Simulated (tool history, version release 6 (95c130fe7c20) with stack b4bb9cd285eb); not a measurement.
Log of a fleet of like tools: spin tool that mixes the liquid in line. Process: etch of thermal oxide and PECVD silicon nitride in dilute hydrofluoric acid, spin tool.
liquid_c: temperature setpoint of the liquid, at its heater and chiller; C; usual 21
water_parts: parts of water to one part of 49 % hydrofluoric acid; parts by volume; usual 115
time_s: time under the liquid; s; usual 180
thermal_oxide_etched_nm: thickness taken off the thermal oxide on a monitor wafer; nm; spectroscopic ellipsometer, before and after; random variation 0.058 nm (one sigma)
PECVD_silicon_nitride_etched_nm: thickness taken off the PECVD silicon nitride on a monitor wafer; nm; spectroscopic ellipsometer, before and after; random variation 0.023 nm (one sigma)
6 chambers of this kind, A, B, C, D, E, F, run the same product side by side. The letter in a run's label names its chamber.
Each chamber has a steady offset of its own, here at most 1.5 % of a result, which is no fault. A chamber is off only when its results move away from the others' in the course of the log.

| run | hour | liquid_c | water_parts | time_s | read-back film thickness of the thermal oxide reference wafer, read on the same gauge (nm) | read-back film thickness of the PECVD silicon nitride reference wafer, read on the same gauge (nm) | thermal_oxide_etched_nm | PECVD_silicon_nitride_etched_nm |
|---|---|---|---|---|---|---|---|---|
| 1E | 11.0 | 21 | 115 | 180 | 109.99 | 40.020 | 6.3692 | 2.8365 |
| 2D | 19.2 | 21 | 115 | 180 | 109.97 | 40.021 | 6.4696 | 2.8178 |
|  | 21.5 | chamber F: hydrofluoric acid flow meter replaced |
| 3A | 30.2 | 21 | 115 | 180 | 110.01 | 39.979 | 6.3694 | 2.8299 |
| 4F | 39.8 | 21 | 115 | 180 | 109.97 | 39.965 | 6.4808 | 2.8197 |
| 5C | 46.0 | 21 | 115 | 180 | 110.00 | 39.983 | 6.4273 | 2.8323 |
| 6B | 52.7 | 21 | 175 | 265 | 109.98 | 40.002 | 6.0122 | 2.7534 |
| 7E | 59.1 | 21 | 175 | 265 | 109.97 | 40.004 | 5.8073 | 2.7616 |
| 8C | 64.3 | 21 | 175 | 265 | 110.04 | 40.002 | 5.8716 | 2.7639 |
| 9F | 72.8 | 21 | 175 | 265 | 110.01 | 40.005 | 5.9357 | 2.7644 |
| 10A | 82.5 | 21 | 175 | 265 | 110.00 | 39.977 | 5.6922 | 2.7410 |
| 11B | 91.2 | 21 | 175 | 265 | 110.00 | 40.015 | 5.9475 | 2.7873 |
| 12D | 100.8 | 21 | 115 | 180 | 110.01 | 40.019 | 6.4742 | 2.7534 |
| 13D | 109.5 | 21 | 115 | 180 | 109.99 | 40.005 | 6.4114 | 2.7981 |
| 14E | 118.0 | 21 | 115 | 180 | 110.02 | 40.010 | 6.3485 | 2.8278 |
| 15A | 125.0 | 21 | 115 | 180 | 109.99 | 40.010 | 6.3725 | 2.7866 |
| 16B | 132.3 | 21 | 115 | 180 | 110.02 | 40.012 | 6.4521 | 2.8618 |
| 17C | 137.7 | 21 | 115 | 180 | 109.99 | 40.037 | 6.4284 | 2.7926 |
| 18F | 148.1 | 21 | 115 | 100 | 110.00 | 40.025 | 3.5671 | 1.5585 |
| 19A | 159.4 | 21 | 115 | 100 | 110.01 | 39.981 | 3.5487 | 1.5724 |
| 20F | 170.1 | 21 | 115 | 100 | 110.00 | 40.017 | 3.5826 | 1.5729 |
| 21D | 175.8 | 21 | 115 | 100 | 110.00 | 39.993 | 3.5510 | 1.5654 |
|  | 182.9 | chamber B: thermometer replaced |
| 22B | 184.6 | 21 | 115 | 100 | 109.98 | 40.008 | 3.6339 | 1.5648 |
| 23E | 189.7 | 21 | 115 | 100 | 110.02 | 40.022 | 3.5614 | 1.5516 |
| 24C | 197.1 | 21 | 115 | 180 | 109.98 | 40.021 | 6.4591 | 2.7864 |
| 25C | 205.2 | 21 | 140 | 255 | 109.99 | 39.982 | 7.1891 | 3.2942 |
| 26D | 210.7 | 21 | 140 | 255 | 110.01 | 40.007 | 7.1804 | 3.3311 |
| 27F | 221.3 | 21 | 140 | 255 | 110.01 | 39.961 | 7.3369 | 3.3231 |
|  | 224.8 | chamber A: thermometer replaced |
| 28E | 229.8 | 21 | 140 | 255 | 110.00 | 40.010 | 7.2457 | 3.2999 |
| 29A | 236.0 | 21 | 140 | 255 | 110.00 | 39.978 | 7.2478 | 3.2959 |
| 30B | 241.8 | 21 | 140 | 255 | 109.99 | 39.979 | 7.4624 | 3.3278 |
| 31E | 247.0 | 23 | 115 | 80 | 109.99 | 39.983 | 3.0315 | 1.4245 |
| 32D | 257.6 | 23 | 115 | 80 | 110.01 | 39.979 | 3.0386 | 1.4185 |
| 33B | 263.4 | 23 | 115 | 80 | 110.01 | 40.002 | 3.1515 | 1.4539 |
| 34C | 269.3 | 23 | 115 | 80 | 110.00 | 39.978 | 3.0928 | 1.4392 |
| 35A | 277.5 | 23 | 115 | 80 | 110.01 | 40.021 | 3.0840 | 1.4343 |
| 36F | 283.7 | 23 | 115 | 80 | 110.02 | 40.019 | 3.1351 | 1.4104 |
| 37A | 291.9 | 21 | 115 | 180 | 109.99 | 40.001 | 6.4106 | 2.8190 |
| 38B | 298.3 | 21 | 115 | 180 | 110.01 | 39.993 | 6.5254 | 2.8207 |
| 39F | 304.0 | 21 | 115 | 180 | 110.01 | 39.985 | 6.5286 | 2.8105 |
| 40C | 313.5 | 21 | 60 | 105 | 110.00 | 39.971 | 7.6271 | 3.1284 |
| 41E | 324.8 | 21 | 60 | 105 | 110.01 | 39.990 | 7.6367 | 3.1320 |
|  | 331.0 | chamber E: hydrofluoric acid flow meter replaced |
| 42D | 335.7 | 21 | 60 | 105 | 109.99 | 40.001 | 7.9264 | 3.1198 |
| 43E | 342.4 | 21 | 60 | 105 | 109.98 | 39.982 | 7.5886 | 3.1181 |

Is one chamber off against the others, does the gauge drift, or is nothing wrong? If a chamber is off, say which, and what the likeliest cause is.

No chamber stands off beyond its own small offset, and the gauge holds steady.
